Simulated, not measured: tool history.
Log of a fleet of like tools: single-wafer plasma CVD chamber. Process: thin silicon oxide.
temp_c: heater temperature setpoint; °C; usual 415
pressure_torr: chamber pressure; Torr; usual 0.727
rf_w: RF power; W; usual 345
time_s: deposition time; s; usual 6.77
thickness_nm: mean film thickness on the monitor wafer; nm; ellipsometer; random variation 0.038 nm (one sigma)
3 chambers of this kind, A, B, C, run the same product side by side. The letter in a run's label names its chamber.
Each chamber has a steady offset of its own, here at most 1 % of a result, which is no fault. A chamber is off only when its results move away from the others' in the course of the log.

run	hour	temp_c	pressure_torr	rf_w	time_s	hours since the last thermocouple change	hours since the last RF generator calibration	hours since the last manometer calibration	read-back reference wafer on the same gauge, thickness_nm	thickness_nm
1A	9.0	415	0.727	345	6.77	113.7	420.7	1377.6	9.4987	11.715
2B	22.7	415	0.727	345	6.77	430.5	561.9	527.4	9.4984	11.872
3C	30.7	415	0.727	345	6.77	129.5	1692.4	1348.6	9.4992	11.848
4A	39.5	415	0.727	345	6.77	144.2	451.2	1408.1	9.4956	11.713
5C	51.5	415	0.727	345	6.77	150.3	1713.2	1369.4	9.5070	11.847
6B	67.2	415	0.727	345	6.77	475.0	606.4	571.9	9.4900	11.849
7C	76.3	415	0.727	345	6.77	175.1	1738.0	1394.2	9.5058	11.827
8A	87.3	429	0.727	345	6.77	192.0	499.0	1455.9	9.4991	11.619
9B	101.6	429	0.727	345	6.77	509.4	640.8	606.3	9.4953	11.719
# hour 112.9: chamber C: RF generator calibrated
10B	117.3	429	0.727	345	6.77	525.1	656.5	622.0	9.5028	11.726
11A	132.3	415	0.727	345	6.77	237.0	544.0	1500.9	9.5021	11.827
12C	145.7	415	0.727	345	6.77	244.5	32.8	1463.6	9.4940	11.856
13A	153.4	415	0.727	345	6.77	258.1	565.1	1522.0	9.5015	11.744
14B	160.8	415	0.727	345	6.77	568.6	700.0	665.5	9.4962	11.818
15C	169.9	415	0.727	345	6.77	268.7	57.0	1487.8	9.5041	11.888
16B	178.0	415	0.727	345	6.77	585.8	717.2	682.7	9.4954	11.796
# hour 181.3: chamber B: RF generator calibrated
17C	188.6	415	0.727	345	6.77	287.4	75.7	1506.5	9.4998	11.846
18A	203.2	415	0.727	345	6.77	307.9	614.9	1571.8	9.5061	11.751
19A	213.0	415	0.727	345	6.77	317.7	624.7	1581.6	9.5013	11.697
20C	226.4	415	0.727	345	6.77	325.2	113.5	1544.3	9.5102	11.816
21B	238.8	415	0.727	345	6.77	646.6	57.5	743.5	9.5000	11.833
22A	246.7	415	0.727	345	6.77	351.4	658.4	1615.3	9.4935	11.660
23B	256.1	415	0.727	345	6.77	663.9	74.8	760.8	9.5000	11.865
24C	264.5	415	0.727	345	6.77	363.3	151.6	1582.4	9.5005	11.803
25C	278.1	415	0.727	345	6.77	376.9	165.2	1596.0	9.5050	11.828
26B	285.0	421	0.727	280	6.77	692.8	103.7	789.7	9.4987	10.907
27A	297.4	421	0.727	280	6.77	402.1	709.1	1666.0	9.4965	10.625
28A	307.8	421	0.727	280	6.77	412.5	719.5	1676.4	9.4959	10.631
29C	319.1	415	0.727	345	6.77	417.9	206.2	1637.0	9.4969	11.824
30B	333.2	415	0.727	345	6.77	741.0	151.9	837.9	9.4977	11.855
31C	340.5	415	0.727	345	6.77	439.3	227.6	1658.4	9.4946	11.858
32A	351.5	415	0.727	345	6.77	456.2	763.2	1720.1	9.4989	11.558
33B	365.9	415	0.727	345	6.77	773.7	184.6	870.6	9.4905	11.770
34C	374.6	425	0.727	280	6.77	473.4	261.7	1692.5	9.5012	10.803
35A	388.8	425	0.727	280	6.77	493.5	800.5	1757.4	9.5064	10.471
36B	401.5	425	0.727	280	6.77	809.3	220.2	906.2	9.5059	10.874
37B	410.7	415	0.727	345	7.72	818.5	229.4	915.4	9.5045	13.498
38A	422.7	415	0.727	345	7.72	527.4	834.4	1791.3	9.4921	13.017
39C	437.4	415	0.727	345	7.72	536.2	324.5	1755.3	9.4985	13.532

What goes on in this fleet: one chamber off, a drifting gauge, or nothing beyond the chambers' own small offsets? Name the chamber and the cause, if any.

Chamber A drifts away from the others.
Cause: true pressure below the setpoint (%) = 3.19.
The log may not tell that from: delivered RF power below the setpoint (%).

Here are 4 candidates for chamber A's next run, each the usual settings with a change, their results left as question marks. Which one brings its results back in line with what the others give on the usual settings?
In line means no further than this from the other chambers' mean on the usual settings: thickness_nm 0.130 nm
40A-1	448.8	415	0.744	345	6.87					?
40A-2	448.8	415	0.710	345	6.67					?
40A-3	448.8	415	0.697	340	6.60					?
40A-4	448.8	415	0.758	345	6.95					?

The other chambers' mean on the usual settings: thickness_nm 11.844 nm
run	thickness_nm
40A-1	11.817
40A-2	10.938
40A-3	10.555
40A-4	12.184
40A-1 brings the chamber back in line.
